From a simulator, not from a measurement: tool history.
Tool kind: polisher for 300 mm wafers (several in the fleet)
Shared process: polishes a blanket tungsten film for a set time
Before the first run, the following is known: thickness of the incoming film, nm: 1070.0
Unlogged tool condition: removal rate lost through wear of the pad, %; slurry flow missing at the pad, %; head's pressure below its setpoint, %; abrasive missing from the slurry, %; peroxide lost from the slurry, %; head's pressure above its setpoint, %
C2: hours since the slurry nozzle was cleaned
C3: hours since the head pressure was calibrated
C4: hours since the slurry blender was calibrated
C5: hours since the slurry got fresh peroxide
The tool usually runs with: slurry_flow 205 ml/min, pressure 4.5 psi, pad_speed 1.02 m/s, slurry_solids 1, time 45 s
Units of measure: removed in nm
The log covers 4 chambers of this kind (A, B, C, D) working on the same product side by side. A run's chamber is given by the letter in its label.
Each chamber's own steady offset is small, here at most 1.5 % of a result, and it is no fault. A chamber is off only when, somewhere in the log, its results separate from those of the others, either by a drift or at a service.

run 1A hour=7.4 | slurry_flow=205 pressure=4.5 pad_speed=1.02 slurry_solids=1 time=45 | wafers_polished_on_this_pad=739 C2=125.9 C3=105.0 C4=155.7 C5=51.5 | removed=245.37
-- hour=11.8 chamber B: worn pad replaced by a new one
-- hour=13.3 chamber B: slurry tank refilled with fresh slurry and peroxide
run 2C hour=13.4 | slurry_flow=205 pressure=4.5 pad_speed=1.02 slurry_solids=1 time=45 | wafers_polished_on_this_pad=275 C2=558.8 C3=143.3 C4=300.5 C5=50.0 | removed=243.70
run 3B hour=19.7 | slurry_flow=205 pressure=4.5 pad_speed=1.02 slurry_solids=1 time=45 | wafers_polished_on_this_pad=129 C2=54.4 C3=901.4 C4=76.7 C5=6.5 | removed=242.73
-- hour=23.4 chamber D: head pressure recalibrated
run 4D hour=30.4 | slurry_flow=205 pressure=4.5 pad_speed=1.02 slurry_solids=1 time=45 | wafers_polished_on_this_pad=538 C2=524.6 C3=7.0 C4=202.0 C5=65.0 | removed=243.72
run 5A hour=42.0 | slurry_flow=205 pressure=6.0 pad_speed=1.02 slurry_solids=1 time=45 | wafers_polished_on_this_pad=1303 C2=160.5 C3=139.6 C4=190.3 C5=86.1 | removed=324.39
-- hour=43.8 chamber D: slurry tank refilled with fresh slurry and peroxide
-- hour=44.1 chamber C: slurry tank refilled with fresh slurry and peroxide
-- hour=46.0 chamber A: slurry tank refilled with fresh slurry and peroxide
-- hour=46.6 chamber D: worn pad replaced by a new one
run 6B hour=49.2 | slurry_flow=205 pressure=6.0 pad_speed=1.02 slurry_solids=1 time=45 | wafers_polished_on_this_pad=610 C2=83.9 C3=930.9 C4=106.2 C5=36.0 | removed=328.15
-- hour=54.1 chamber B: worn pad replaced by a new one
run 7D hour=57.2 | slurry_flow=205 pressure=6.0 pad_speed=1.02 slurry_solids=1 time=45 | wafers_polished_on_this_pad=173 C2=551.4 C3=33.8 C4=228.8 C5=13.5 | removed=329.69
-- hour=57.4 chamber A: worn pad replaced by a new one
-- hour=57.6 chamber C: slurry nozzle cleaned
run 8C hour=68.3 | slurry_flow=205 pressure=6.0 pad_speed=1.02 slurry_solids=1 time=45 | wafers_polished_on_this_pad=1170 C2=10.7 C3=198.2 C4=355.4 C5=24.3 | removed=325.07
-- hour=74.0 chamber B: slurry blender recalibrated
run 9B hour=78.8 | slurry_flow=205 pressure=4.5 pad_speed=1.02 slurry_solids=1 time=45 | wafers_polished_on_this_pad=404 C2=113.5 C3=960.5 C4=4.8 C5=65.6 | removed=249.09
run 10D hour=87.1 | slurry_flow=205 pressure=4.5 pad_speed=1.02 slurry_solids=1 time=45 | wafers_polished_on_this_pad=660 C2=581.3 C3=63.7 C4=258.7 C5=43.4 | removed=249.63
-- hour=93.1 chamber C: worn pad replaced by a new one
run 11C hour=96.6 | slurry_flow=205 pressure=4.5 pad_speed=1.02 slurry_solids=1 time=45 | wafers_polished_on_this_pad=57 C2=39.0 C3=226.5 C4=383.7 C5=52.6 | removed=241.01
-- hour=101.5 chamber D: worn pad replaced by a new one
-- hour=103.0 chamber B: worn pad replaced by a new one
run 12A hour=108.2 | slurry_flow=205 pressure=4.5 pad_speed=1.24 slurry_solids=1 time=39 | wafers_polished_on_this_pad=829 C2=226.7 C3=205.8 C4=256.5 C5=62.2 | removed=253.23
-- hour=113.7 chamber D: slurry tank refilled with fresh slurry and peroxide
run 13B hour=119.0 | slurry_flow=205 pressure=4.5 pad_speed=1.24 slurry_solids=1 time=39 | wafers_polished_on_this_pad=261 C2=153.7 C3=1000.7 C4=45.0 C5=105.8 | removed=260.45
-- hour=121.1 chamber C: slurry tank refilled with fresh slurry and peroxide
-- hour=124.9 chamber A: slurry blender recalibrated
run 14D hour=128.2 | slurry_flow=205 pressure=4.5 pad_speed=1.24 slurry_solids=1 time=39 | wafers_polished_on_this_pad=436 C2=622.4 C3=104.8 C4=299.8 C5=14.6 | removed=265.84
-- hour=136.7 chamber C: slurry blender recalibrated
run 15A hour=139.0 | slurry_flow=205 pressure=4.5 pad_speed=1.24 slurry_solids=1 time=39 | wafers_polished_on_this_pad=1332 C2=257.5 C3=236.6 C4=14.1 C5=93.0 | removed=250.18
-- hour=144.0 chamber A: worn pad replaced by a new one
run 16C hour=144.9 | slurry_flow=205 pressure=4.5 pad_speed=1.02 slurry_solids=1 time=45 | wafers_polished_on_this_pad=844 C2=87.3 C3=274.8 C4=8.3 C5=23.9 | removed=242.79
run 17B hour=153.1 | slurry_flow=205 pressure=4.5 pad_speed=1.02 slurry_solids=1 time=45 | wafers_polished_on_this_pad=817 C2=187.8 C3=1034.8 C4=79.1 C5=139.9 | removed=248.14
-- hour=153.8 chamber A: slurry tank refilled with fresh slurry and peroxide
-- hour=155.7 chamber B: worn pad replaced by a new one
run 18A hour=160.1 | slurry_flow=205 pressure=4.5 pad_speed=1.02 slurry_solids=1 time=45 | wafers_polished_on_this_pad=264 C2=278.6 C3=257.7 C4=35.2 C5=6.3 | removed=233.53
-- hour=161.9 chamber D: worn pad replaced by a new one
run 19C hour=166.7 | slurry_flow=205 pressure=4.5 pad_speed=1.02 slurry_solids=1 time=45 | wafers_polished_on_this_pad=1200 C2=109.1 C3=296.6 C4=30.1 C5=45.7 | removed=242.15
-- hour=167.3 chamber B: slurry tank refilled with fresh slurry and peroxide
run 20D hour=174.8 | slurry_flow=205 pressure=4.5 pad_speed=1.02 slurry_solids=1 time=45 | wafers_polished_on_this_pad=210 C2=669.0 C3=151.4 C4=346.4 C5=61.2 | removed=246.00
-- hour=175.2 chamber C: worn pad replaced by a new one
run 21C hour=180.3 | slurry_flow=205 pressure=4.5 pad_speed=1.02 slurry_solids=1 time=39 | wafers_polished_on_this_pad=83 C2=122.7 C3=310.2 C4=43.7 C5=59.3 | removed=210.56
-- hour=182.7 chamber C: slurry tank refilled with fresh slurry and peroxide
-- hour=185.2 chamber B: slurry blender recalibrated
-- hour=190.2 chamber A: slurry nozzle cleaned
-- hour=190.7 chamber D: slurry tank refilled with fresh slurry and peroxide
run 22B hour=191.0 | slurry_flow=205 pressure=4.5 pad_speed=1.02 slurry_solids=1 time=39 | wafers_polished_on_this_pad=577 C2=225.7 C3=1072.7 C4=5.8 C5=23.8 | removed=216.22
-- hour=196.5 chamber D: slurry nozzle cleaned
-- hour=202.0 chamber B: worn pad replaced by a new one
run 23D hour=202.5 | slurry_flow=205 pressure=4.5 pad_speed=1.02 slurry_solids=1 time=39 | wafers_polished_on_this_pad=662 C2=6.0 C3=179.1 C4=374.1 C5=11.9 | removed=215.56
run 24A hour=213.4 | slurry_flow=205 pressure=4.5 pad_speed=1.02 slurry_solids=1 time=39 | wafers_polished_on_this_pad=1133 C2=23.2 C3=311.0 C4=88.5 C5=59.6 | removed=201.14
-- hour=216.0 chamber D: worn pad replaced by a new one
run 25C hour=222.8 | slurry_flow=205 pressure=4.5 pad_speed=1.02 slurry_solids=1 time=45 | wafers_polished_on_this_pad=777 C2=165.2 C3=352.7 C4=86.2 C5=40.1 | removed=242.33
-- hour=227.3 chamber A: worn pad replaced by a new one
run 26B hour=234.0 | slurry_flow=205 pressure=4.5 pad_speed=1.02 slurry_solids=1 time=45 | wafers_polished_on_this_pad=522 C2=268.7 C3=1115.7 C4=48.8 C5=66.8 | removed=248.53
run 27D hour=242.9 | slurry_flow=205 pressure=4.5 pad_speed=1.02 slurry_solids=1 time=45 | wafers_polished_on_this_pad=439 C2=46.4 C3=219.5 C4=414.5 C5=52.3 | removed=247.84
run 28A hour=248.4 | slurry_flow=205 pressure=4.5 pad_speed=1.02 slurry_solids=1 time=45 | wafers_polished_on_this_pad=344 C2=58.2 C3=346.0 C4=123.5 C5=94.6 | removed=227.94

Next, all 4 chambers run the settings below, one line each with question marks for the results. What does each chamber give?
run 29A hour=256.8 | slurry_flow=180 pressure=4.5 pad_speed=1.02 slurry_solids=1 time=45 | removed=?
run 29B hour=256.8 | slurry_flow=180 pressure=4.5 pad_speed=1.02 slurry_solids=1 time=45 | removed=?
run 29C hour=256.8 | slurry_flow=180 pressure=4.5 pad_speed=1.02 slurry_solids=1 time=45 | removed=?
run 29D hour=256.8 | slurry_flow=180 pressure=4.5 pad_speed=1.02 slurry_solids=1 time=45 | removed=?

run=29A removed=223.81
run=29B removed=242.52
run=29C removed=236.22
run=29D removed=244.99

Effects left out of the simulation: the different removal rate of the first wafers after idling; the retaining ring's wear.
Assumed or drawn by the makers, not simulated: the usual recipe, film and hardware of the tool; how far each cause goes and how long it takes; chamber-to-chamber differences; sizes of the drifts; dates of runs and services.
